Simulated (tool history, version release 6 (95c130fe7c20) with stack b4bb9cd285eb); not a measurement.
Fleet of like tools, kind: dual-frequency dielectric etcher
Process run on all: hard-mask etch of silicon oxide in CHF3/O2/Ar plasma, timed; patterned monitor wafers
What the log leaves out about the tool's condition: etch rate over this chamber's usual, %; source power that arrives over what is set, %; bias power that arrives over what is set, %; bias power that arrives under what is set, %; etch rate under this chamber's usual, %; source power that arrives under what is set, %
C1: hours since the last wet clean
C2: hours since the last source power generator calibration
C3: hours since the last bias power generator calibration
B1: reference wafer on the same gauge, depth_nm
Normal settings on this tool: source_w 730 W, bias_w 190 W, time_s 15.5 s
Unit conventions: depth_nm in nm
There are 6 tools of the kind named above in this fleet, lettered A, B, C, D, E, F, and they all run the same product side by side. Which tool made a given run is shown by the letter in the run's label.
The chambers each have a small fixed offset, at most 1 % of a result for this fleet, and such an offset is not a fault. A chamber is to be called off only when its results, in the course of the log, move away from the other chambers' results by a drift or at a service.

{"run": "1E", "hour": 7.2, "source_w": 730, "bias_w": 190, "time_s": 15.5, "C1": 232.1, "C2": 1879.0, "C3": 1615.8, "B1": 31.982, "depth_nm": 33.152}
{"run": "2D", "hour": 22.3, "source_w": 730, "bias_w": 190, "time_s": 15.5, "C1": 126.9, "C2": 133.2, "C3": 2303.1, "B1": 31.984, "depth_nm": 33.896}
{"run": "3F", "hour": 33.2, "source_w": 730, "bias_w": 190, "time_s": 15.5, "C1": 203.0, "C2": 172.2, "C3": 1232.7, "B1": 31.998, "depth_nm": 33.529}
{"run": "4A", "hour": 48.3, "source_w": 730, "bias_w": 190, "time_s": 15.5, "C1": 313.8, "C2": 1178.9, "C3": 1448.0, "B1": 31.978, "depth_nm": 33.975}
{"run": "5C", "hour": 57.5, "source_w": 730, "bias_w": 190, "time_s": 15.5, "C1": 217.5, "C2": 1666.9, "C3": 2684.1, "B1": 31.997, "depth_nm": 33.313}
{"run": "6B", "hour": 71.7, "source_w": 730, "bias_w": 190, "time_s": 15.5, "C1": 277.2, "C2": 1029.1, "C3": 760.5, "B1": 32.007, "depth_nm": 33.47}
{"run": "7A", "hour": 79.9, "source_w": 790, "bias_w": 190, "time_s": 18.5, "C1": 345.4, "C2": 1210.5, "C3": 1479.6, "B1": 31.981, "depth_nm": 41.926}
{"run": "8E", "hour": 92.3, "source_w": 790, "bias_w": 190, "time_s": 18.5, "C1": 317.2, "C2": 1964.1, "C3": 1700.9, "B1": 32.023, "depth_nm": 40.726}
{"run": "9F", "hour": 101.7, "source_w": 790, "bias_w": 190, "time_s": 18.5, "C1": 271.5, "C2": 240.7, "C3": 1301.2, "B1": 31.991, "depth_nm": 41.187}
{"hour": 113.0, "done": "chamber E: source power generator calibrated"}
{"run": "10C", "hour": 116.7, "source_w": 790, "bias_w": 190, "time_s": 18.5, "C1": 276.7, "C2": 1726.1, "C3": 2743.3, "B1": 32.006, "depth_nm": 40.924}
{"run": "11B", "hour": 124.6, "source_w": 790, "bias_w": 190, "time_s": 18.5, "C1": 330.1, "C2": 1082.0, "C3": 813.4, "B1": 32.022, "depth_nm": 41.139}
{"run": "12D", "hour": 132.3, "source_w": 790, "bias_w": 190, "time_s": 18.5, "C1": 236.9, "C2": 243.2, "C3": 2413.1, "B1": 32.0, "depth_nm": 41.634}
{"hour": 141.1, "done": "chamber A: wet clean of the chamber"}
{"run": "13D", "hour": 144.7, "source_w": 730, "bias_w": 190, "time_s": 15.5, "C1": 249.3, "C2": 255.6, "C3": 2425.5, "B1": 32.004, "depth_nm": 33.831}
{"run": "14B", "hour": 154.5, "source_w": 730, "bias_w": 190, "time_s": 15.5, "C1": 360.0, "C2": 1111.9, "C3": 843.3, "B1": 32.017, "depth_nm": 33.468}
{"run": "15F", "hour": 161.2, "source_w": 730, "bias_w": 190, "time_s": 15.5, "C1": 331.0, "C2": 300.2, "C3": 1360.7, "B1": 32.006, "depth_nm": 33.479}
{"run": "16A", "hour": 173.9, "source_w": 860, "bias_w": 190, "time_s": 15.5, "C1": 32.9, "C2": 1304.5, "C3": 1573.6, "B1": 31.991, "depth_nm": 36.108}
{"hour": 178.4, "done": "chamber C: bias power generator calibrated"}
{"run": "17E", "hour": 186.2, "source_w": 860, "bias_w": 190, "time_s": 15.5, "C1": 411.1, "C2": 73.3, "C3": 1794.8, "B1": 31.999, "depth_nm": 35.449}
{"run": "18C", "hour": 201.5, "source_w": 860, "bias_w": 190, "time_s": 15.5, "C1": 361.5, "C2": 1810.9, "C3": 23.1, "B1": 32.006, "depth_nm": 35.649}
{"hour": 208.3, "done": "chamber B: wet clean of the chamber"}
{"run": "19D", "hour": 214.6, "source_w": 860, "bias_w": 190, "time_s": 15.5, "C1": 319.2, "C2": 325.5, "C3": 2495.4, "B1": 31.994, "depth_nm": 36.212}
{"hour": 222.0, "done": "chamber C: wet clean of the chamber"}
{"run": "20E", "hour": 229.4, "source_w": 860, "bias_w": 190, "time_s": 15.5, "C1": 454.3, "C2": 116.5, "C3": 1838.0, "B1": 32.014, "depth_nm": 35.37}
{"run": "21A", "hour": 239.3, "source_w": 860, "bias_w": 190, "time_s": 15.5, "C1": 98.3, "C2": 1369.9, "C3": 1639.0, "B1": 32.013, "depth_nm": 36.143}
{"run": "22F", "hour": 249.5, "source_w": 730, "bias_w": 190, "time_s": 15.5, "C1": 419.3, "C2": 388.5, "C3": 1449.0, "B1": 32.004, "depth_nm": 33.606}
{"run": "23C", "hour": 264.9, "source_w": 730, "bias_w": 190, "time_s": 15.5, "C1": 42.9, "C2": 1874.3, "C3": 86.5, "B1": 32.021, "depth_nm": 33.484}
{"run": "24B", "hour": 279.6, "source_w": 730, "bias_w": 190, "time_s": 15.5, "C1": 71.3, "C2": 1237.0, "C3": 968.4, "B1": 31.99, "depth_nm": 33.531}
{"run": "25D", "hour": 292.5, "source_w": 730, "bias_w": 190, "time_s": 15.5, "C1": 397.1, "C2": 403.4, "C3": 2573.3, "B1": 31.992, "depth_nm": 33.965}
{"run": "26E", "hour": 306.1, "source_w": 860, "bias_w": 214, "time_s": 15.5, "C1": 531.0, "C2": 193.2, "C3": 1914.7, "B1": 31.993, "depth_nm": 36.731}
{"run": "27A", "hour": 314.4, "source_w": 860, "bias_w": 214, "time_s": 15.5, "C1": 173.4, "C2": 1445.0, "C3": 1714.1, "B1": 32.014, "depth_nm": 37.626}
{"run": "28F", "hour": 323.5, "source_w": 860, "bias_w": 214, "time_s": 15.5, "C1": 493.3, "C2": 462.5, "C3": 1523.0, "B1": 31.987, "depth_nm": 37.22}
{"run": "29C", "hour": 335.0, "source_w": 860, "bias_w": 214, "time_s": 15.5, "C1": 113.0, "C2": 1944.4, "C3": 156.6, "B1": 32.005, "depth_nm": 37.006}
{"hour": 344.6, "done": "chamber F: wet clean of the chamber"}
{"hour": 346.9, "done": "chamber E: wet clean of the chamber"}
{"run": "30B", "hour": 348.7, "source_w": 860, "bias_w": 214, "time_s": 15.5, "C1": 140.4, "C2": 1306.1, "C3": 1037.5, "B1": 31.999, "depth_nm": 37.085}
{"run": "31A", "hour": 363.5, "source_w": 860, "bias_w": 214, "time_s": 15.5, "C1": 222.5, "C2": 1494.1, "C3": 1763.2, "B1": 31.999, "depth_nm": 37.642}
{"run": "32F", "hour": 370.8, "source_w": 730, "bias_w": 190, "time_s": 15.5, "C1": 26.2, "C2": 509.8, "C3": 1570.3, "B1": 31.995, "depth_nm": 33.4}
{"run": "33C", "hour": 382.5, "source_w": 730, "bias_w": 190, "time_s": 15.5, "C1": 160.5, "C2": 1991.9, "C3": 204.1, "B1": 32.001, "depth_nm": 33.475}
{"run": "34E", "hour": 390.8, "source_w": 730, "bias_w": 190, "time_s": 15.5, "C1": 43.9, "C2": 277.9, "C3": 1999.4, "B1": 31.993, "depth_nm": 33.292}
{"hour": 397.2, "done": "chamber D: wet clean of the chamber"}
{"run": "35D", "hour": 404.2, "source_w": 730, "bias_w": 190, "time_s": 15.5, "C1": 7.0, "C2": 515.1, "C3": 2685.0, "B1": 31.999, "depth_nm": 34.169}
{"run": "36B", "hour": 412.1, "source_w": 730, "bias_w": 190, "time_s": 18.0, "C1": 203.8, "C2": 1369.5, "C3": 1100.9, "B1": 31.972, "depth_nm": 38.945}

What goes on in this fleet: one chamber off, a drifting gauge, or nothing beyond the chambers' own small offsets? Name the chamber and the cause, if any.

Little by little, chamber D moves away from the other chambers.
Cause: bias power that arrives over what is set, % = 4.17.
The log may not separate it from: source power that arrives over what is set, %.

Which of the 4 candidates below, each the usual settings with something changed and its results left as question marks, puts chamber D back in line with what the other chambers give on the usual settings?
In-line tolerance around the mean of the other chambers on the usual settings: depth_nm 0.290 nm
{"run": "37D-1", "hour": 423.1, "source_w": 720, "bias_w": 189, "time_s": 15.5, "depth_nm": "?"}
{"run": "37D-2", "hour": 423.1, "source_w": 730, "bias_w": 202, "time_s": 15.5, "depth_nm": "?"}
{"run": "37D-3", "hour": 423.1, "source_w": 740, "bias_w": 190, "time_s": 15.5, "depth_nm": "?"}
{"run": "37D-4", "hour": 423.1, "source_w": 710, "bias_w": 185, "time_s": 15.5, "depth_nm": "?"}

The other chambers' mean on the usual settings: depth_nm 33.529 nm
run=37D-1 depth_nm=33.973
run=37D-2 depth_nm=34.921
run=37D-3 depth_nm=34.391
run=37D-4 depth_nm=33.552
The answer is 37D-4, which returns the chamber to within the allowed miss of the others.
